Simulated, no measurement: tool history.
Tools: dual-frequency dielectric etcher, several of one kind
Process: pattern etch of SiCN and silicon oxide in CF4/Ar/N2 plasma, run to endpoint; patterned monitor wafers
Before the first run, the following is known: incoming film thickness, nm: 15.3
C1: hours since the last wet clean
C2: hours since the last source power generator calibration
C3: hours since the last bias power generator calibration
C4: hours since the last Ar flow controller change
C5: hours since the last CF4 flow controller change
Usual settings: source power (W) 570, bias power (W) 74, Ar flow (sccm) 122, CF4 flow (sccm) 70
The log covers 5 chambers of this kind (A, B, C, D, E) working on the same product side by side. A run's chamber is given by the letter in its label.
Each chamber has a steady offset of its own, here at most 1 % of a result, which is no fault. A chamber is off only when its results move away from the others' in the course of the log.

{"run": "1D", "hour": 12.1, "source power (W)": 570, "bias power (W)": 74, "Ar flow (sccm)": 122, "CF4 flow (sccm)": 70, "C1": 64.4, "C2": 2400.8, "C3": 1710.4, "C4": 1912.7, "C5": 1017.1, "endpoint time (s)": 14.805}
{"run": "2B", "hour": 23.5, "source power (W)": 570, "bias power (W)": 74, "Ar flow (sccm)": 122, "CF4 flow (sccm)": 70, "C1": 361.7, "C2": 1528.9, "C3": 564.0, "C4": 385.1, "C5": 2789.8, "endpoint time (s)": 14.616}
{"run": "3A", "hour": 33.8, "source power (W)": 570, "bias power (W)": 74, "Ar flow (sccm)": 122, "CF4 flow (sccm)": 70, "C1": 179.4, "C2": 1732.8, "C3": 664.8, "C4": 4017.9, "C5": 229.8, "endpoint time (s)": 14.938}
{"hour": 35.0, "done": "chamber A: source power generator calibrated"}
{"run": "4E", "hour": 43.5, "source power (W)": 570, "bias power (W)": 74, "Ar flow (sccm)": 122, "CF4 flow (sccm)": 70, "C1": 100.8, "C2": 1234.6, "C3": 2326.3, "C4": 78.2, "C5": 1503.8, "endpoint time (s)": 14.778}
{"run": "5C", "hour": 50.4, "source power (W)": 570, "bias power (W)": 74, "Ar flow (sccm)": 122, "CF4 flow (sccm)": 70, "C1": 355.5, "C2": 188.7, "C3": 4194.5, "C4": 1362.8, "C5": 306.5, "endpoint time (s)": 14.617}
{"hour": 53.6, "done": "chamber B: wet clean of the chamber"}
{"run": "6B", "hour": 58.8, "source power (W)": 570, "bias power (W)": 74, "Ar flow (sccm)": 122, "CF4 flow (sccm)": 70, "C1": 5.3, "C2": 1564.2, "C3": 599.3, "C4": 420.4, "C5": 2825.1, "endpoint time (s)": 14.735}
{"run": "7D", "hour": 65.2, "source power (W)": 570, "bias power (W)": 74, "Ar flow (sccm)": 122, "CF4 flow (sccm)": 70, "C1": 117.5, "C2": 2453.9, "C3": 1763.5, "C4": 1965.8, "C5": 1070.2, "endpoint time (s)": 14.796}
{"run": "8A", "hour": 73.1, "source power (W)": 570, "bias power (W)": 74, "Ar flow (sccm)": 122, "CF4 flow (sccm)": 70, "C1": 218.7, "C2": 38.1, "C3": 704.1, "C4": 4057.2, "C5": 269.1, "endpoint time (s)": 14.959}
{"run": "9E", "hour": 84.5, "source power (W)": 570, "bias power (W)": 74, "Ar flow (sccm)": 122, "CF4 flow (sccm)": 70, "C1": 141.8, "C2": 1275.6, "C3": 2367.3, "C4": 119.2, "C5": 1544.8, "endpoint time (s)": 14.785}
{"run": "10C", "hour": 96.9, "source power (W)": 570, "bias power (W)": 74, "Ar flow (sccm)": 122, "CF4 flow (sccm)": 70, "C1": 402.0, "C2": 235.2, "C3": 4241.0, "C4": 1409.3, "C5": 353.0, "endpoint time (s)": 14.447}
{"run": "11B", "hour": 104.0, "source power (W)": 570, "bias power (W)": 74, "Ar flow (sccm)": 133, "CF4 flow (sccm)": 70, "C1": 50.5, "C2": 1609.4, "C3": 644.5, "C4": 465.6, "C5": 2870.3, "endpoint time (s)": 14.935}
{"run": "12D", "hour": 112.2, "source power (W)": 570, "bias power (W)": 74, "Ar flow (sccm)": 133, "CF4 flow (sccm)": 70, "C1": 164.5, "C2": 2500.9, "C3": 1810.5, "C4": 2012.8, "C5": 1117.2, "endpoint time (s)": 15.094}
{"run": "13E", "hour": 124.6, "source power (W)": 570, "bias power (W)": 74, "Ar flow (sccm)": 133, "CF4 flow (sccm)": 70, "C1": 181.9, "C2": 1315.7, "C3": 2407.4, "C4": 159.3, "C5": 1584.9, "endpoint time (s)": 14.906}
{"run": "14A", "hour": 132.4, "source power (W)": 570, "bias power (W)": 74, "Ar flow (sccm)": 133, "CF4 flow (sccm)": 70, "C1": 278.0, "C2": 97.4, "C3": 763.4, "C4": 4116.5, "C5": 328.4, "endpoint time (s)": 14.992}
{"run": "15C", "hour": 139.8, "source power (W)": 570, "bias power (W)": 74, "Ar flow (sccm)": 133, "CF4 flow (sccm)": 70, "C1": 444.9, "C2": 278.1, "C3": 4283.9, "C4": 1452.2, "C5": 395.9, "endpoint time (s)": 14.599}
{"run": "16B", "hour": 152.1, "source power (W)": 500, "bias power (W)": 74, "Ar flow (sccm)": 122, "CF4 flow (sccm)": 70, "C1": 98.6, "C2": 1657.5, "C3": 692.6, "C4": 513.7, "C5": 2918.4, "endpoint time (s)": 16.531}
{"run": "17E", "hour": 159.9, "source power (W)": 500, "bias power (W)": 74, "Ar flow (sccm)": 122, "CF4 flow (sccm)": 70, "C1": 217.2, "C2": 1351.0, "C3": 2442.7, "C4": 194.6, "C5": 1620.2, "endpoint time (s)": 16.524}
{"run": "18A", "hour": 171.1, "source power (W)": 500, "bias power (W)": 74, "Ar flow (sccm)": 122, "CF4 flow (sccm)": 70, "C1": 316.7, "C2": 136.1, "C3": 802.1, "C4": 4155.2, "C5": 367.1, "endpoint time (s)": 16.749}
{"run": "19C", "hour": 181.3, "source power (W)": 500, "bias power (W)": 74, "Ar flow (sccm)": 122, "CF4 flow (sccm)": 70, "C1": 486.4, "C2": 319.6, "C3": 4325.4, "C4": 1493.7, "C5": 437.4, "endpoint time (s)": 15.867}
{"run": "20D", "hour": 188.4, "source power (W)": 500, "bias power (W)": 74, "Ar flow (sccm)": 122, "CF4 flow (sccm)": 70, "C1": 240.7, "C2": 2577.1, "C3": 1886.7, "C4": 2089.0, "C5": 1193.4, "endpoint time (s)": 16.456}
{"run": "21B", "hour": 196.3, "source power (W)": 570, "bias power (W)": 74, "Ar flow (sccm)": 122, "CF4 flow (sccm)": 70, "C1": 142.8, "C2": 1701.7, "C3": 736.8, "C4": 557.9, "C5": 2962.6, "endpoint time (s)": 14.801}
{"hour": 201.6, "done": "chamber C: bias power generator calibrated"}
{"run": "22C", "hour": 205.5, "source power (W)": 570, "bias power (W)": 74, "Ar flow (sccm)": 122, "CF4 flow (sccm)": 70, "C1": 510.6, "C2": 343.8, "C3": 3.9, "C4": 1517.9, "C5": 461.6, "endpoint time (s)": 14.24}
{"run": "23A", "hour": 214.7, "source power (W)": 570, "bias power (W)": 74, "Ar flow (sccm)": 122, "CF4 flow (sccm)": 70, "C1": 360.3, "C2": 179.7, "C3": 845.7, "C4": 4198.8, "C5": 410.7, "endpoint time (s)": 14.861}
{"run": "24E", "hour": 222.3, "source power (W)": 440, "bias power (W)": 74, "Ar flow (sccm)": 122, "CF4 flow (sccm)": 70, "C1": 279.6, "C2": 1413.4, "C3": 2505.1, "C4": 257.0, "C5": 1682.6, "endpoint time (s)": 18.622}
{"run": "25D", "hour": 231.2, "source power (W)": 440, "bias power (W)": 74, "Ar flow (sccm)": 122, "CF4 flow (sccm)": 70, "C1": 283.5, "C2": 2619.9, "C3": 1929.5, "C4": 2131.8, "C5": 1236.2, "endpoint time (s)": 18.639}
{"run": "26D", "hour": 239.0, "source power (W)": 440, "bias power (W)": 74, "Ar flow (sccm)": 122, "CF4 flow (sccm)": 70, "C1": 291.3, "C2": 2627.7, "C3": 1937.3, "C4": 2139.6, "C5": 1244.0, "endpoint time (s)": 18.439}
{"hour": 247.5, "done": "chamber A: wet clean of the chamber"}
{"run": "27A", "hour": 249.9, "source power (W)": 440, "bias power (W)": 74, "Ar flow (sccm)": 122, "CF4 flow (sccm)": 70, "C1": 2.5, "C2": 214.9, "C3": 880.9, "C4": 4234.0, "C5": 445.9, "endpoint time (s)": 18.47}
{"hour": 255.1, "done": "chamber E: CF4 flow controller replaced"}
{"run": "28C", "hour": 260.0, "source power (W)": 440, "bias power (W)": 74, "Ar flow (sccm)": 122, "CF4 flow (sccm)": 70, "C1": 565.1, "C2": 398.3, "C3": 58.4, "C4": 1572.4, "C5": 516.1, "endpoint time (s)": 17.68}
{"run": "29E", "hour": 266.9, "source power (W)": 570, "bias power (W)": 74, "Ar flow (sccm)": 122, "CF4 flow (sccm)": 70, "C1": 324.2, "C2": 1458.0, "C3": 2549.7, "C4": 301.6, "C5": 11.8, "endpoint time (s)": 14.871}
{"run": "30B", "hour": 277.2, "source power (W)": 570, "bias power (W)": 74, "Ar flow (sccm)": 122, "CF4 flow (sccm)": 70, "C1": 223.7, "C2": 1782.6, "C3": 817.7, "C4": 638.8, "C5": 3043.5, "endpoint time (s)": 14.734}
{"hour": 279.0, "done": "chamber D: wet clean of the chamber"}
{"hour": 281.0, "done": "chamber D: Ar flow controller replaced"}
{"run": "31D", "hour": 283.0, "source power (W)": 570, "bias power (W)": 74, "Ar flow (sccm)": 122, "CF4 flow (sccm)": 70, "C1": 4.0, "C2": 2671.7, "C3": 1981.3, "C4": 2.0, "C5": 1288.0, "endpoint time (s)": 14.629}
{"run": "32E", "hour": 293.7, "source power (W)": 640, "bias power (W)": 74, "Ar flow (sccm)": 144, "CF4 flow (sccm)": 70, "C1": 351.0, "C2": 1484.8, "C3": 2576.5, "C4": 328.4, "C5": 38.6, "endpoint time (s)": 13.661}
{"run": "33B", "hour": 302.6, "source power (W)": 640, "bias power (W)": 74, "Ar flow (sccm)": 144, "CF4 flow (sccm)": 70, "C1": 249.1, "C2": 1808.0, "C3": 843.1, "C4": 664.2, "C5": 3068.9, "endpoint time (s)": 13.626}
{"run": "34A", "hour": 308.8, "source power (W)": 640, "bias power (W)": 74, "Ar flow (sccm)": 144, "CF4 flow (sccm)": 70, "C1": 61.4, "C2": 273.8, "C3": 939.8, "C4": 4292.9, "C5": 504.8, "endpoint time (s)": 13.813}
{"run": "35C", "hour": 317.7, "source power (W)": 640, "bias power (W)": 74, "Ar flow (sccm)": 144, "CF4 flow (sccm)": 70, "C1": 622.8, "C2": 456.0, "C3": 116.1, "C4": 1630.1, "C5": 573.8, "endpoint time (s)": 13.019}
{"run": "36B", "hour": 327.6, "source power (W)": 640, "bias power (W)": 74, "Ar flow (sccm)": 144, "CF4 flow (sccm)": 70, "C1": 274.1, "C2": 1833.0, "C3": 868.1, "C4": 689.2, "C5": 3093.9, "endpoint time (s)": 13.64}
{"run": "37A", "hour": 335.0, "source power (W)": 570, "bias power (W)": 74, "Ar flow (sccm)": 122, "CF4 flow (sccm)": 70, "C1": 87.6, "C2": 300.0, "C3": 966.0, "C4": 4319.1, "C5": 531.0, "endpoint time (s)": 14.816}
{"run": "38D", "hour": 344.7, "source power (W)": 570, "bias power (W)": 74, "Ar flow (sccm)": 122, "CF4 flow (sccm)": 63, "C1": 65.7, "C2": 2733.4, "C3": 2043.0, "C4": 63.7, "C5": 1349.7, "endpoint time (s)": 15.101}

Read the log: is a single chamber off, either drifting away or since a service, is the gauge that measures every chamber drifting, or is nothing wrong beyond small per-chamber offsets? Name any odd chamber and what most likely caused it.

Little by little, chamber C moves away from the other chambers.
Cause: etch rate over this chamber's usual, % = 5.28.
The log may not separate it from: source power that arrives over what is set, %.

Chamber C could run next with any of the 4 candidate recipes listed below; each alters the usual settings, and their results appear as question marks. Which one brings its results back in line with what the other chambers deliver on the usual settings?
To be in line, a result may differ from the other chambers' mean on the usual settings by at most: endpoint time (s) 0.250
{"run": "39C-1", "hour": 354.0, "source power (W)": 560, "bias power (W)": 73, "Ar flow (sccm)": 122, "CF4 flow (sccm)": 70, "endpoint time (s)": "?"}
{"run": "39C-2", "hour": 354.0, "source power (W)": 570, "bias power (W)": 64, "Ar flow (sccm)": 122, "CF4 flow (sccm)": 65, "endpoint time (s)": "?"}
{"run": "39C-3", "hour": 354.0, "source power (W)": 570, "bias power (W)": 87, "Ar flow (sccm)": 122, "CF4 flow (sccm)": 70, "endpoint time (s)": "?"}
{"run": "39C-4", "hour": 354.0, "source power (W)": 580, "bias power (W)": 75, "Ar flow (sccm)": 122, "CF4 flow (sccm)": 70, "endpoint time (s)": "?"}

The other chambers' mean on the usual settings: endpoint time (s) 14.763
run=39C-1 endpoint_time_(s)=14.224
run=39C-2 endpoint_time_(s)=14.823
run=39C-3 endpoint_time_(s)=13.181
run=39C-4 endpoint_time_(s)=13.669
The answer is 39C-2, which returns the chamber to within the allowed miss of the others.
